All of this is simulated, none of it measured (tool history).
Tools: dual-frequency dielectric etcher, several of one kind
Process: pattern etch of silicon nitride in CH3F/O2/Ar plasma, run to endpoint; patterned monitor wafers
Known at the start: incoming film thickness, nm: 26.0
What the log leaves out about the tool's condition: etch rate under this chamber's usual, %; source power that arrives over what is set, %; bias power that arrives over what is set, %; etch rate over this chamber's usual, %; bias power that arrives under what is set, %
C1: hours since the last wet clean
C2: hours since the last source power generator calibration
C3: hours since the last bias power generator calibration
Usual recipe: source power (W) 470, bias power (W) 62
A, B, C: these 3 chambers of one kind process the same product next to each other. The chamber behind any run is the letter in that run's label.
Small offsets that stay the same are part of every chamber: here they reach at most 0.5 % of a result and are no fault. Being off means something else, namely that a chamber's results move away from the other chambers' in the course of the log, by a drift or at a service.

{"run": "1C", "hour": 10.8, "source power (W)": 470, "bias power (W)": 62, "C1": 169.9, "C2": 463.2, "C3": 1390.8, "endpoint time (s)": 37.213}
{"run": "2B", "hour": 21.8, "source power (W)": 470, "bias power (W)": 62, "C1": 345.1, "C2": 934.9, "C3": 4046.2, "endpoint time (s)": 37.177}
{"run": "3A", "hour": 27.2, "source power (W)": 470, "bias power (W)": 62, "C1": 271.9, "C2": 367.4, "C3": 2700.9, "endpoint time (s)": 37.141}
{"run": "4A", "hour": 35.9, "source power (W)": 470, "bias power (W)": 62, "C1": 280.6, "C2": 376.1, "C3": 2709.6, "endpoint time (s)": 37.253}
{"run": "5B", "hour": 41.3, "source power (W)": 470, "bias power (W)": 62, "C1": 364.6, "C2": 954.4, "C3": 4065.7, "endpoint time (s)": 37.031}
{"run": "6C", "hour": 51.6, "source power (W)": 380, "bias power (W)": 54, "C1": 210.7, "C2": 504, "C3": 1431.6, "endpoint time (s)": 42.051}
{"run": "7C", "hour": 56.5, "source power (W)": 380, "bias power (W)": 54, "C1": 215.6, "C2": 508.9, "C3": 1436.5, "endpoint time (s)": 41.911}
{"run": "8B", "hour": 66.5, "source power (W)": 380, "bias power (W)": 54, "C1": 389.8, "C2": 979.6, "C3": 4090.9, "endpoint time (s)": 42.321}
{"run": "9A", "hour": 77.1, "source power (W)": 470, "bias power (W)": 62, "C1": 321.8, "C2": 417.3, "C3": 2750.8, "endpoint time (s)": 37.44}
{"run": "10A", "hour": 82.3, "source power (W)": 470, "bias power (W)": 62, "C1": 327, "C2": 422.5, "C3": 2756, "endpoint time (s)": 37.722}
{"run": "11C", "hour": 90.9, "source power (W)": 470, "bias power (W)": 62, "C1": 250, "C2": 543.3, "C3": 1470.9, "endpoint time (s)": 36.9}
{"run": "12B", "hour": 95.7, "source power (W)": 520, "bias power (W)": 55, "C1": 419, "C2": 1008.8, "C3": 4120.1, "endpoint time (s)": 37.258}
{"run": "13C", "hour": 100.8, "source power (W)": 520, "bias power (W)": 55, "C1": 259.9, "C2": 553.2, "C3": 1480.8, "endpoint time (s)": 37.274}
{"run": "14B", "hour": 110.4, "source power (W)": 520, "bias power (W)": 55, "C1": 433.7, "C2": 1023.5, "C3": 4134.8, "endpoint time (s)": 37.333}
{"run": "15A", "hour": 118.4, "source power (W)": 470, "bias power (W)": 62, "C1": 363.1, "C2": 458.6, "C3": 2792.1, "endpoint time (s)": 37.673}
{"hour": 122.5, "done": "chamber A: bias power generator calibrated"}
{"run": "16A", "hour": 125.5, "source power (W)": 470, "bias power (W)": 62, "C1": 370.2, "C2": 465.7, "C3": 3.1, "endpoint time (s)": 37.59}
{"run": "17B", "hour": 130.7, "source power (W)": 470, "bias power (W)": 62, "C1": 454, "C2": 1043.8, "C3": 4155.1, "endpoint time (s)": 37.186}
{"run": "18C", "hour": 137.4, "source power (W)": 470, "bias power (W)": 62, "C1": 296.5, "C2": 589.8, "C3": 1517.4, "endpoint time (s)": 37.103}
{"run": "19A", "hour": 144.1, "source power (W)": 470, "bias power (W)": 69, "C1": 388.8, "C2": 484.3, "C3": 21.7, "endpoint time (s)": 36.788}
{"run": "20C", "hour": 154.4, "source power (W)": 470, "bias power (W)": 69, "C1": 313.5, "C2": 606.8, "C3": 1534.4, "endpoint time (s)": 35.974}
{"run": "21B", "hour": 160.6, "source power (W)": 470, "bias power (W)": 69, "C1": 483.9, "C2": 1073.7, "C3": 4185, "endpoint time (s)": 35.899}
{"run": "22B", "hour": 169.3, "source power (W)": 410, "bias power (W)": 62, "C1": 492.6, "C2": 1082.4, "C3": 4193.7, "endpoint time (s)": 39.213}
{"run": "23C", "hour": 178.1, "source power (W)": 410, "bias power (W)": 62, "C1": 337.2, "C2": 630.5, "C3": 1558.1, "endpoint time (s)": 38.937}
{"run": "24A", "hour": 186.6, "source power (W)": 410, "bias power (W)": 62, "C1": 431.3, "C2": 526.8, "C3": 64.2, "endpoint time (s)": 40.199}
{"run": "25B", "hour": 197.0, "source power (W)": 560, "bias power (W)": 71, "C1": 520.3, "C2": 1110.1, "C3": 4221.4, "endpoint time (s)": 32.904}
{"run": "26A", "hour": 203.0, "source power (W)": 560, "bias power (W)": 71, "C1": 447.7, "C2": 543.2, "C3": 80.6, "endpoint time (s)": 34.406}
{"hour": 205.2, "done": "chamber B: wet clean of the chamber"}
{"run": "27C", "hour": 210.9, "source power (W)": 560, "bias power (W)": 71, "C1": 370, "C2": 663.3, "C3": 1590.9, "endpoint time (s)": 33.3}
{"run": "28A", "hour": 216.4, "source power (W)": 470, "bias power (W)": 62, "C1": 461.1, "C2": 556.6, "C3": 94, "endpoint time (s)": 38.463}
{"run": "29C", "hour": 226.8, "source power (W)": 470, "bias power (W)": 62, "C1": 385.9, "C2": 679.2, "C3": 1606.8, "endpoint time (s)": 37.005}
{"hour": 228.1, "done": "chamber B: bias power generator calibrated"}
{"run": "30B", "hour": 233.7, "source power (W)": 470, "bias power (W)": 62, "C1": 28.6, "C2": 1146.8, "C3": 5.7, "endpoint time (s)": 37.425}
{"run": "31C", "hour": 242.1, "source power (W)": 470, "bias power (W)": 62, "C1": 401.2, "C2": 694.5, "C3": 1622.1, "endpoint time (s)": 37.17}
{"run": "32A", "hour": 250.8, "source power (W)": 520, "bias power (W)": 73, "C1": 495.5, "C2": 591, "C3": 128.4, "endpoint time (s)": 35.066}
{"run": "33B", "hour": 261.4, "source power (W)": 520, "bias power (W)": 73, "C1": 56.3, "C2": 1174.5, "C3": 33.4, "endpoint time (s)": 33.474}
{"run": "34A", "hour": 269.5, "source power (W)": 520, "bias power (W)": 73, "C1": 514.2, "C2": 609.7, "C3": 147.1, "endpoint time (s)": 35.279}
{"run": "35B", "hour": 278.4, "source power (W)": 470, "bias power (W)": 62, "C1": 73.3, "C2": 1191.5, "C3": 50.4, "endpoint time (s)": 36.764}
{"run": "36C", "hour": 287.7, "source power (W)": 470, "bias power (W)": 62, "C1": 446.8, "C2": 740.1, "C3": 1667.7, "endpoint time (s)": 37.364}
{"run": "37B", "hour": 292.7, "source power (W)": 470, "bias power (W)": 62, "C1": 87.6, "C2": 1205.8, "C3": 64.7, "endpoint time (s)": 37.179}

Decide between three cases: one chamber stands off from its peers, the gauge reading all wafers drifts, or nothing is wrong past each chamber's small offset. Where a chamber is off, say which and what most likely put it there.

Little by little, chamber A moves away from the other chambers.
What lies behind it: etch rate under this chamber's usual, % = 4.99.

Here are 4 candidates for chamber A's next run, each the usual settings with a change, their results left as question marks. Which one brings its results back in line with what the others give on the usual settings?
A result is in line if it is within this distance of the other chambers' mean on the usual settings: endpoint time (s) 0.66
{"run": "38A-1", "hour": 300.6, "source power (W)": 380, "bias power (W)": 62, "endpoint time (s)": "?"}
{"run": "38A-2", "hour": 300.6, "source power (W)": 470, "bias power (W)": 72, "endpoint time (s)": "?"}
{"run": "38A-3", "hour": 300.6, "source power (W)": 530, "bias power (W)": 69, "endpoint time (s)": "?"}
{"run": "38A-4", "hour": 300.6, "source power (W)": 430, "bias power (W)": 58, "endpoint time (s)": "?"}

Average result of the remaining chambers running the usual settings: endpoint time (s) 37.016
run=38A-1 endpoint_time_(s)=42.277
run=38A-2 endpoint_time_(s)=37.068
run=38A-3 endpoint_time_(s)=35.926
run=38A-4 endpoint_time_(s)=41.227
38A-2 brings the chamber back in line.
